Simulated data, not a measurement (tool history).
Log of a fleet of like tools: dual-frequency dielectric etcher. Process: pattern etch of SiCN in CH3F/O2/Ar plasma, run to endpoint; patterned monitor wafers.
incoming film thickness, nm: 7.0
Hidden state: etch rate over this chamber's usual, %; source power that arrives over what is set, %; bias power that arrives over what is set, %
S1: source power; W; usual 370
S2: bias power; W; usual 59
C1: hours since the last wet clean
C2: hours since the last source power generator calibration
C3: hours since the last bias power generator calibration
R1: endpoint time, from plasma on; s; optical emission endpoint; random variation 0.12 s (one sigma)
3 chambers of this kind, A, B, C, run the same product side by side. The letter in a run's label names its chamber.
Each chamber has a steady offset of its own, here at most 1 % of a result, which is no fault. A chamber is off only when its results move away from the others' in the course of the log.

run    day   S1  S2     C1      C2      C3      R1
 1C  0.271  370  59  164.2  2639.7   473.4  20.728
 2A  0.404  370  59   24.7    79.4  1699.0  20.495
 3B  0.688  370  59  186.6  2406.8   556.6  20.609
 4A  0.962  370  59   38.1    92.8  1712.4  20.445
 5B  1.200  370  59  198.9  2419.1   568.9  20.709
 6C  1.346  370  59  190.0  2665.5   499.2  20.771
 7C  1.554  370  59  195.0  2670.5   504.2  20.476
 8B  1.729  370  59  211.6  2431.8   581.6  20.595
 9A  2.017  370  59   63.4   118.1  1737.7  20.698
10B  2.162  370  59  222.0  2442.2   592.0  20.454
11C  2.425  460  72  215.9  2691.4   525.1  17.680
12A  2.671  460  72   79.1   133.8  1753.4  17.590
13B  2.896  460  72  239.6  2459.8   609.6  17.673
14A  3.033  370  59   87.8   142.5  1762.1  20.701
15C  3.262  430  59  236.0  2711.5   545.2  19.656
16A  3.408  430  59   96.8   151.5  1771.1  19.282
17C  3.679  430  59  246.0  2721.5   555.2  19.602
18B  3.929  370  59  264.4  2484.6   634.4  20.701
19B  4.142  370  59  269.5  2489.7   639.5  20.753
20C  4.392  370  59  263.1  2738.6   572.3  20.668
21A  4.571  370  59  124.7   179.4  1799.0  20.737
22B  4.729  370  59  283.6  2503.8   653.6  20.766
23A  4.875  290  53  132.0   186.7  1806.3  23.782
24C  5.146  290  53  281.2  2756.7   590.4  23.576
25B  5.288  290  53  297.0  2517.2   667.0  23.510
26C  5.488  370  59  289.4  2764.9   598.6  20.816
27A  5.725  440  49  152.4   207.1  1826.7  20.612
     5.788  -- chamber A: bias power generator calibrated
28B  5.983  440  49  313.7  2533.9   683.7  20.541
29C  6.267  440  49  308.1  2783.6   617.3  20.408
30A  6.417  370  59  169.0   223.7    15.2  20.430
31A  6.562  370  59  172.5   227.2    18.7  20.606
32C  6.762  370  59  320.0  2795.5   629.2  20.733
33B  6.962  370  59  337.2  2557.4   707.2  20.760
34B  7.183  370  59  342.5  2562.7   712.5  20.806
35C  7.400  370  59  335.3  2810.8   644.5  20.770
36A  7.646  370  59  198.5   253.2    44.7  20.656
37C  7.921  370  59  347.8  2823.3   657.0  20.616
38B  8.050  370  59  363.3  2583.5   733.3  20.692
39A  8.267  370  48  213.4   268.1    59.6  22.162
40C  8.396  370  48  359.2  2834.7   668.4  22.008
41A  8.629  370  48  222.1   276.8    68.3  22.034
42B  8.833  450  59  382.1  2602.3   752.1  19.272

Next, every chamber runs the same settings. What will each give?
43A  9.042  370  72               ?
43B  9.042  370  72               ?
43C  9.042  370  72               ?

run      R1
43A  19.386
43B  19.416
43C  19.466
